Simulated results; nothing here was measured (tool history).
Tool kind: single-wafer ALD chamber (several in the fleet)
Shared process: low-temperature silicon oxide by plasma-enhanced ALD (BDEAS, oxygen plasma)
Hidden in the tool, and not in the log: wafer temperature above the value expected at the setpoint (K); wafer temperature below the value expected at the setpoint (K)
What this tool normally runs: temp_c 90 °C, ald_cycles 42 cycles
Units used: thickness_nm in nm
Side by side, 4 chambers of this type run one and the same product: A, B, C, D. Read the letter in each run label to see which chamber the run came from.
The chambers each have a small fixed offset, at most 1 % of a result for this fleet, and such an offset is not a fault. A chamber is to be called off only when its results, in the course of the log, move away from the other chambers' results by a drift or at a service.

run,day,temp_c,ald_cycles,hours since the last thermocouple change,"read-back reference wafer on the same gauge, thickness_nm",thickness_nm
1A,0.517,90,42,1115.2,5.9995,6.2262
2B,0.842,90,42,373.3,6.0016,6.2356
3D,1.217,90,42,991.4,6.0023,6.1928
4C,1.504,90,42,624.8,6.0034,6.2366
5D,1.925,90,42,1008.4,6.0028,6.1908
6C,2.488,90,42,648.4,6.0053,6.2352
7B,2.992,90,42,424.9,6.0075,6.2436
8A,3.354,100,34,1183.3,6.0097,4.8689
9D,3.875,100,34,1055.2,6.0074,4.8493
10C,4.192,100,34,689.3,6.0104,4.8717
11B,4.704,100,34,466.0,6.0117,4.8785
12A,5.271,90,42,1229.3,6.0140,6.2343
13D,5.733,90,42,1099.8,6.0134,6.2085
14C,6.162,78,49,736.6,6.0140,7.6076
15B,6.650,78,49,512.7,6.0146,7.5821
16A,7.033,78,49,1271.6,6.0153,7.5774
17C,7.638,78,49,772.0,6.0190,7.6006
18A,8.154,90,42,1298.5,6.0181,6.2329
19D,8.667,90,42,1170.2,6.0231,6.1994
20B,9.250,90,42,575.1,6.0219,6.2444
21B,9.621,90,42,584.0,6.0221,6.2566
22D,9.988,90,42,1201.9,6.0225,6.2198
23C,10.262,90,42,835.0,6.0233,6.2688
24A,10.808,90,42,1362.2,6.0227,6.2648
25A,11.421,90,42,1376.9,6.0272,6.2556
26C,11.775,90,42,871.3,6.0287,6.2501
27B,12.096,90,42,643.4,6.0287,6.2606
28D,12.467,90,42,1261.4,6.0303,6.2327

Next, every chamber runs the same settings. What will each give?
29A,12.917,90,42,,,?
29B,12.917,90,42,,,?
29C,12.917,90,42,,,?
29D,12.917,90,42,,,?

run,thickness_nm
29A,6.2459
29B,6.2574
29C,6.2640
29D,6.2158
